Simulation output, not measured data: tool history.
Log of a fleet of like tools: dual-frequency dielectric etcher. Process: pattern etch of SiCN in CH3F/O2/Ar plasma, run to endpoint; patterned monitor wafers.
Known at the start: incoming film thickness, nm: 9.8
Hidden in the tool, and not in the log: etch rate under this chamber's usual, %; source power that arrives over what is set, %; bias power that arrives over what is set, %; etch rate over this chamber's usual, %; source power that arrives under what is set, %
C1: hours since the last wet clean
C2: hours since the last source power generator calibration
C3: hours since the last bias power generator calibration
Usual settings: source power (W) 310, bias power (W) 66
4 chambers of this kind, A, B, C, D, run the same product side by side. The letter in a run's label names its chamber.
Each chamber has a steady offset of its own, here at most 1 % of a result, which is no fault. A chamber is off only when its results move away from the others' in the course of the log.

{"run": "1D", "day": 0.258, "source power (W)": 310, "bias power (W)": 66, "C1": 126.7, "C2": 2094.1, "C3": 144.4, "endpoint time (s)": 29.877}
{"run": "2C", "day": 0.467, "source power (W)": 310, "bias power (W)": 66, "C1": 348.8, "C2": 60.2, "C3": 960.3, "endpoint time (s)": 30.008}
{"run": "3B", "day": 0.646, "source power (W)": 310, "bias power (W)": 66, "C1": 450.6, "C2": 1781.4, "C3": 1920.3, "endpoint time (s)": 29.71}
{"run": "4A", "day": 0.929, "source power (W)": 310, "bias power (W)": 66, "C1": 439.7, "C2": 3794.3, "C3": 2005.8, "endpoint time (s)": 30.099}
{"run": "5B", "day": 1.192, "source power (W)": 280, "bias power (W)": 77, "C1": 463.7, "C2": 1794.5, "C3": 1933.4, "endpoint time (s)": 29.14}
{"day": 1.275, "done": "chamber B: wet clean of the chamber"}
{"run": "6D", "day": 1.446, "source power (W)": 280, "bias power (W)": 77, "C1": 155.2, "C2": 2122.6, "C3": 172.9, "endpoint time (s)": 29.317}
{"run": "7A", "day": 1.642, "source power (W)": 280, "bias power (W)": 77, "C1": 456.8, "C2": 3811.4, "C3": 2022.9, "endpoint time (s)": 29.229}
{"day": 1.783, "done": "chamber A: wet clean of the chamber"}
{"run": "8C", "day": 1.896, "source power (W)": 280, "bias power (W)": 77, "C1": 383.1, "C2": 94.5, "C3": 994.6, "endpoint time (s)": 29.434}
{"run": "9B", "day": 2.117, "source power (W)": 310, "bias power (W)": 66, "C1": 20.2, "C2": 1816.7, "C3": 1955.6, "endpoint time (s)": 29.153}
{"day": 2.121, "done": "chamber C: wet clean of the chamber"}
{"run": "10C", "day": 2.371, "source power (W)": 310, "bias power (W)": 66, "C1": 6.1, "C2": 105.9, "C3": 1006, "endpoint time (s)": 29.786}
{"run": "11A", "day": 2.554, "source power (W)": 310, "bias power (W)": 66, "C1": 18.5, "C2": 3833.3, "C3": 2044.8, "endpoint time (s)": 29.782}
{"run": "12D", "day": 2.771, "source power (W)": 280, "bias power (W)": 74, "C1": 187, "C2": 2154.4, "C3": 204.7, "endpoint time (s)": 29.656}
{"run": "13C", "day": 2.942, "source power (W)": 280, "bias power (W)": 74, "C1": 19.8, "C2": 119.6, "C3": 1019.7, "endpoint time (s)": 29.223}
{"run": "14B", "day": 3.083, "source power (W)": 280, "bias power (W)": 74, "C1": 43.4, "C2": 1839.9, "C3": 1978.8, "endpoint time (s)": 29.031}
{"run": "15A", "day": 3.329, "source power (W)": 280, "bias power (W)": 74, "C1": 37.1, "C2": 3851.9, "C3": 2063.4, "endpoint time (s)": 29.293}
{"run": "16D", "day": 3.608, "source power (W)": 310, "bias power (W)": 66, "C1": 207.1, "C2": 2174.5, "C3": 224.8, "endpoint time (s)": 29.457}
{"run": "17A", "day": 3.858, "source power (W)": 310, "bias power (W)": 66, "C1": 49.8, "C2": 3864.6, "C3": 2076.1, "endpoint time (s)": 29.627}
{"run": "18B", "day": 4.05, "source power (W)": 310, "bias power (W)": 66, "C1": 66.6, "C2": 1863.1, "C3": 2002, "endpoint time (s)": 29.182}
{"run": "19D", "day": 4.3, "source power (W)": 310, "bias power (W)": 66, "C1": 223.7, "C2": 2191.1, "C3": 241.4, "endpoint time (s)": 29.787}
{"run": "20C", "day": 4.483, "source power (W)": 240, "bias power (W)": 78, "C1": 56.8, "C2": 156.6, "C3": 1056.7, "endpoint time (s)": 30.948}
{"run": "21D", "day": 4.654, "source power (W)": 240, "bias power (W)": 78, "C1": 232.2, "C2": 2199.6, "C3": 249.9, "endpoint time (s)": 30.705}
{"run": "22A", "day": 4.954, "source power (W)": 240, "bias power (W)": 78, "C1": 76.1, "C2": 3890.9, "C3": 2102.4, "endpoint time (s)": 30.434}
{"run": "23B", "day": 5.1, "source power (W)": 240, "bias power (W)": 78, "C1": 91.8, "C2": 1888.3, "C3": 2027.2, "endpoint time (s)": 30.107}
{"run": "24C", "day": 5.25, "source power (W)": 310, "bias power (W)": 61, "C1": 75.2, "C2": 175, "C3": 1075.1, "endpoint time (s)": 30.521}
{"run": "25D", "day": 5.479, "source power (W)": 310, "bias power (W)": 61, "C1": 252, "C2": 2219.4, "C3": 269.7, "endpoint time (s)": 30.748}
{"run": "26B", "day": 5.662, "source power (W)": 310, "bias power (W)": 61, "C1": 105.3, "C2": 1901.8, "C3": 2040.7, "endpoint time (s)": 30.267}
{"run": "27C", "day": 5.85, "source power (W)": 310, "bias power (W)": 61, "C1": 89.6, "C2": 189.4, "C3": 1089.5, "endpoint time (s)": 30.584}

Next, every chamber runs the same settings. What will each give?
{"run": "28A", "day": 6.079, "source power (W)": 250, "bias power (W)": 66, "endpoint time (s)": "?"}
{"run": "28B", "day": 6.079, "source power (W)": 250, "bias power (W)": 66, "endpoint time (s)": "?"}
{"run": "28C", "day": 6.079, "source power (W)": 250, "bias power (W)": 66, "endpoint time (s)": "?"}
{"run": "28D", "day": 6.079, "source power (W)": 250, "bias power (W)": 66, "endpoint time (s)": "?"}

run=28A endpoint_time_(s)=32.006
run=28B endpoint_time_(s)=31.659
run=28C endpoint_time_(s)=32.043
run=28D endpoint_time_(s)=32.135
